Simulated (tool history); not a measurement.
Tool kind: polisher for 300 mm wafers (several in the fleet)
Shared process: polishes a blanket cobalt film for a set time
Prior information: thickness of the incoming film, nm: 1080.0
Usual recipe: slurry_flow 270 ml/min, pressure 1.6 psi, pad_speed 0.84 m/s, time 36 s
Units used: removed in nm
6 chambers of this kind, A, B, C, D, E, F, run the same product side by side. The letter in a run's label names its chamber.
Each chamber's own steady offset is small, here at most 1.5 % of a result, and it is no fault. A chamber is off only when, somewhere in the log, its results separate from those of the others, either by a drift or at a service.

run,hour,slurry_flow,pressure,pad_speed,time,wafers polished on this pad,hours since the slurry nozzle was cleaned,hours since the head pressure was calibrated,removed
# hour 3: chamber B: worn pad replaced by a new one
# hour 8.8: chamber E: worn pad replaced by a new one
1B,11.9,270,1.6,0.84,36,109,250.8,606,137.39
2E,25.2,270,1.6,0.84,36,200,546.3,267.7,138.92
3F,36.2,270,1.6,0.84,36,1153,368.4,231.6,136.78
4A,44.1,270,1.6,0.84,36,690,67.5,879.9,136.75
# hour 44.4: chamber F: worn pad replaced by a new one
5C,56.5,270,1.6,0.84,41,808,116.9,226.6,152.72
# hour 63: chamber B: head pressure recalibrated
6D,68.2,270,1.6,0.84,41,949,274.4,198.3,154.09
7C,77.5,270,1.6,0.84,41,1063,137.9,247.6,155.39
# hour 81: chamber B: slurry nozzle cleaned
# hour 83: chamber A: worn pad replaced by a new one
# hour 83.9: chamber D: worn pad replaced by a new one
8B,85.7,270,1.6,0.84,41,1005,4.8,22.8,155.39
# hour 87.7: chamber C: worn pad replaced by a new one
9D,94.6,270,1.6,0.84,41,130,300.8,224.7,158.93
# hour 100.2: chamber E: worn pad replaced by a new one
10E,101.9,270,1.6,0.84,41,21,623,344.4,154.47
# hour 105.8: chamber B: worn pad replaced by a new one
# hour 108.7: chamber F: slurry nozzle cleaned
11A,110.9,270,1.6,0.84,36,339,134.3,946.7,137.13
12F,118.2,270,1.6,0.84,36,897,9.6,313.6,136.55
13A,128.8,270,1.6,0.84,36,556,152.2,964.6,135.34
14C,135.1,270,1.6,0.84,36,576,195.5,305.2,137.34
# hour 139.3: chamber E: slurry nozzle cleaned
15F,142.2,270,1.3,0.84,36,1189,33.6,337.6,111.35
# hour 150.8: chamber F: worn pad replaced by a new one
16B,151.3,270,1.3,0.84,36,553,70.4,88.4,110.07
# hour 162.3: chamber C: worn pad replaced by a new one
17D,164.6,270,1.3,0.84,36,980,370.8,294.7,114.33
# hour 167.9: chamber D: worn pad replaced by a new one
18E,170.6,270,1.3,0.84,36,856,31.3,413.1,112.58
# hour 170.8: chamber F: head pressure recalibrated
# hour 178.1: chamber C: slurry nozzle cleaned
19B,182.6,270,1.3,0.84,36,933,101.7,119.7,110.25
20C,194.3,270,1.3,0.84,36,389,16.2,364.4,112.23
# hour 196.7: chamber D: slurry nozzle cleaned
# hour 197.1: chamber A: worn pad replaced by a new one
21A,201.9,270,1.6,0.84,36,58,225.3,1037.7,135.38
# hour 209.8: chamber E: worn pad replaced by a new one
22F,211,270,1.6,1.08,27,731,102.4,40.3,135.34
# hour 212.4: chamber B: worn pad replaced by a new one
23E,220.2,270,1.6,1.08,27,126,80.9,462.7,131.06
24D,231.4,270,1.6,1.08,27,772,34.8,361.5,137.72
25E,238.7,270,1.6,1.08,27,351,99.4,481.2,130.92
# hour 249.1: chamber C: worn pad replaced by a new one
# hour 249.3: chamber F: worn pad replaced by a new one
26C,249.6,270,1.6,1.08,27,6,71.5,419.7,132.48
# hour 252.2: chamber E: head pressure recalibrated
# hour 252.8: chamber D: worn pad replaced by a new one
27D,260.9,270,1.6,1.08,27,98,64.3,391,140.86
28A,267.7,270,1.6,0.84,36,858,291.1,1103.5,136.97
29F,277,270,1.6,0.84,36,337,168.4,106.3,136.65
30B,290.2,270,1.6,0.84,36,945,209.3,227.3,137.18
# hour 292: chamber B: worn pad replaced by a new one
31A,299.3,270,1.6,0.84,36,1241,322.7,1135.1,137.01
32C,309.3,270,1.6,0.84,36,731,131.2,479.4,135.31
# hour 319.3: chamber A: worn pad replaced by a new one
# hour 321.9: chamber E: worn pad replaced by a new one
33F,322.3,270,1.6,0.84,36,887,213.7,151.6,136.63
# hour 332.1: chamber A: head pressure recalibrated
34B,334.3,270,1.6,0.84,36,514,253.4,271.4,136.45
# hour 343.2: chamber D: worn pad replaced by a new one
# hour 344.6: chamber C: worn pad replaced by a new one
35E,347.9,270,1.6,0.84,36,316,208.6,95.7,136.65
36D,354.1,270,1.6,0.84,36,133,157.5,484.2,148.08
# hour 357.3: chamber F: worn pad replaced by a new one
37A,360.4,270,1.6,0.84,36,500,383.8,28.4,133.99
# hour 372: chamber C: slurry nozzle cleaned
38E,372.1,270,1.6,0.84,36,610,232.8,119.9,135.76
# hour 385.1: chamber B: worn pad replaced by a new one
39C,385.9,270,1.6,0.84,36,502,13.9,556,136.41
40D,396.5,270,1.6,0.84,36,648,199.9,526.6,149.43
# hour 398.1: chamber B: slurry nozzle cleaned
41B,403.9,270,1.6,0.84,36,229,5.8,341,137.21
42F,414.5,185,1.6,0.84,36,695,305.9,243.8,130.52
43B,427.2,185,1.6,0.84,36,512,29.1,364.3,128.99

Is one chamber off against the others, does the gauge drift, or is nothing wrong? If a chamber is off, say which, and what the likeliest cause is.

One chamber, D, drifts off from the rest bit by bit.
Cause: head's pressure above its setpoint, % = 11.

Here are 4 candidates for chamber D's next run, each the usual settings with a change, their results left as question marks. Which one brings its results back in line with what the others give on the usual settings?
Counts as in line when no further than this from what the other chambers average on the usual settings: removed 5.3 nm
44D-1,437,270,1.8,0.84,40,,,,?
44D-2,437,270,1.4,0.84,33,,,,?
44D-3,437,270,1.6,0.8,34,,,,?
44D-4,437,270,1.6,0.9,38,,,,?

Other chambers, usual settings, mean: removed 136.79 nm
run,removed
44D-1,191.75
44D-2,123.27
44D-3,138.19
44D-4,173.45
The right change is 44D-3: it brings the chamber back within the allowed miss of the others.
